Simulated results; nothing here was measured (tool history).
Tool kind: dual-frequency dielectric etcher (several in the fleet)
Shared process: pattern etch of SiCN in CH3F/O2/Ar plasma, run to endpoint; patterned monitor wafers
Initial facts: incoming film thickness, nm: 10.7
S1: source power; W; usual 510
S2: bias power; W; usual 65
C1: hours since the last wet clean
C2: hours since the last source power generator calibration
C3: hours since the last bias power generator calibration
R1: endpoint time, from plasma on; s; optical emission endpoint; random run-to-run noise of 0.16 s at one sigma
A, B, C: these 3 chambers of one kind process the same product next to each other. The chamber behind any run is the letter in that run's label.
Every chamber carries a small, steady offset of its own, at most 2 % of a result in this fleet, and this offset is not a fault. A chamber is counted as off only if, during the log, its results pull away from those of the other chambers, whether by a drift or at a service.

{"run": "1C", "hour": 7.8, "S1": 510, "S2": 65, "C1": 273.5, "C2": 1516.9, "C3": 237.2, "R1": 27.123}
{"run": "2B", "hour": 16.3, "S1": 510, "S2": 65, "C1": 174.8, "C2": 1517.6, "C3": 1016.8, "R1": 26.465}
{"run": "3A", "hour": 23.0, "S1": 510, "S2": 65, "C1": 99.3, "C2": 196, "C3": 657.5, "R1": 26.706}
{"run": "4C", "hour": 28.6, "S1": 510, "S2": 65, "C1": 294.3, "C2": 1537.7, "C3": 258, "R1": 27.247}
{"run": "5B", "hour": 35.7, "S1": 510, "S2": 65, "C1": 194.2, "C2": 1537, "C3": 1036.2, "R1": 26.442}
{"run": "6A", "hour": 39.9, "S1": 510, "S2": 65, "C1": 116.2, "C2": 212.9, "C3": 674.4, "R1": 26.847}
{"run": "7B", "hour": 48.6, "S1": 510, "S2": 65, "C1": 207.1, "C2": 1549.9, "C3": 1049.1, "R1": 26.701}
{"run": "8A", "hour": 55.1, "S1": 510, "S2": 65, "C1": 131.4, "C2": 228.1, "C3": 689.6, "R1": 26.619}
{"run": "9C", "hour": 61.5, "S1": 510, "S2": 65, "C1": 327.2, "C2": 1570.6, "C3": 290.9, "R1": 26.932}
{"run": "10C", "hour": 68.2, "S1": 510, "S2": 65, "C1": 333.9, "C2": 1577.3, "C3": 297.6, "R1": 27.191}
{"run": "11A", "hour": 72.8, "S1": 620, "S2": 65, "C1": 149.1, "C2": 245.8, "C3": 707.3, "R1": 25.059}
{"run": "12B", "hour": 81.2, "S1": 620, "S2": 65, "C1": 239.7, "C2": 1582.5, "C3": 1081.7, "R1": 24.448}
{"run": "13A", "hour": 90.2, "S1": 620, "S2": 65, "C1": 166.5, "C2": 263.2, "C3": 724.7, "R1": 24.954}
{"run": "14C", "hour": 95.4, "S1": 510, "S2": 65, "C1": 361.1, "C2": 1604.5, "C3": 324.8, "R1": 27.082}
{"run": "15B", "hour": 99.5, "S1": 510, "S2": 65, "C1": 258, "C2": 1600.8, "C3": 1100, "R1": 26.314}
{"run": "16A", "hour": 107.1, "S1": 510, "S2": 65, "C1": 183.4, "C2": 280.1, "C3": 741.6, "R1": 26.714}
{"run": "17C", "hour": 113.3, "S1": 460, "S2": 78, "C1": 379, "C2": 1622.4, "C3": 342.7, "R1": 26.42}
{"run": "18B", "hour": 121.1, "S1": 460, "S2": 78, "C1": 279.6, "C2": 1622.4, "C3": 1121.6, "R1": 25.724}
{"run": "19A", "hour": 126.4, "S1": 460, "S2": 78, "C1": 202.7, "C2": 299.4, "C3": 760.9, "R1": 26.108}
{"run": "20C", "hour": 130.8, "S1": 510, "S2": 65, "C1": 396.5, "C2": 1639.9, "C3": 360.2, "R1": 27.246}
{"run": "21B", "hour": 135.1, "S1": 510, "S2": 65, "C1": 293.6, "C2": 1636.4, "C3": 1135.6, "R1": 26.372}
{"run": "22C", "hour": 141.3, "S1": 510, "S2": 65, "C1": 407, "C2": 1650.4, "C3": 370.7, "R1": 27.098}
{"run": "23A", "hour": 146.0, "S1": 580, "S2": 50, "C1": 222.3, "C2": 319, "C3": 780.5, "R1": 27.826}
{"run": "24B", "hour": 152.0, "S1": 580, "S2": 50, "C1": 310.5, "C2": 1653.3, "C3": 1152.5, "R1": 27.426}
{"run": "25C", "hour": 160.4, "S1": 580, "S2": 50, "C1": 426.1, "C2": 1669.5, "C3": 389.8, "R1": 27.977}
{"run": "26B", "hour": 165.2, "S1": 510, "S2": 65, "C1": 323.7, "C2": 1666.5, "C3": 1165.7, "R1": 26.694}
{"run": "27A", "hour": 169.7, "S1": 510, "S2": 65, "C1": 246, "C2": 342.7, "C3": 804.2, "R1": 26.473}
{"run": "28B", "hour": 176.3, "S1": 510, "S2": 65, "C1": 334.8, "C2": 1677.6, "C3": 1176.8, "R1": 26.435}

Has any chamber moved away from the others, gradually or after a service, or does the common gauge drift, or do the chambers differ only by their own small steady offsets? State the chamber and the most likely cause if one applies.

Beyond each chamber's small constant offset nothing stands out, and the gauge stays steady.
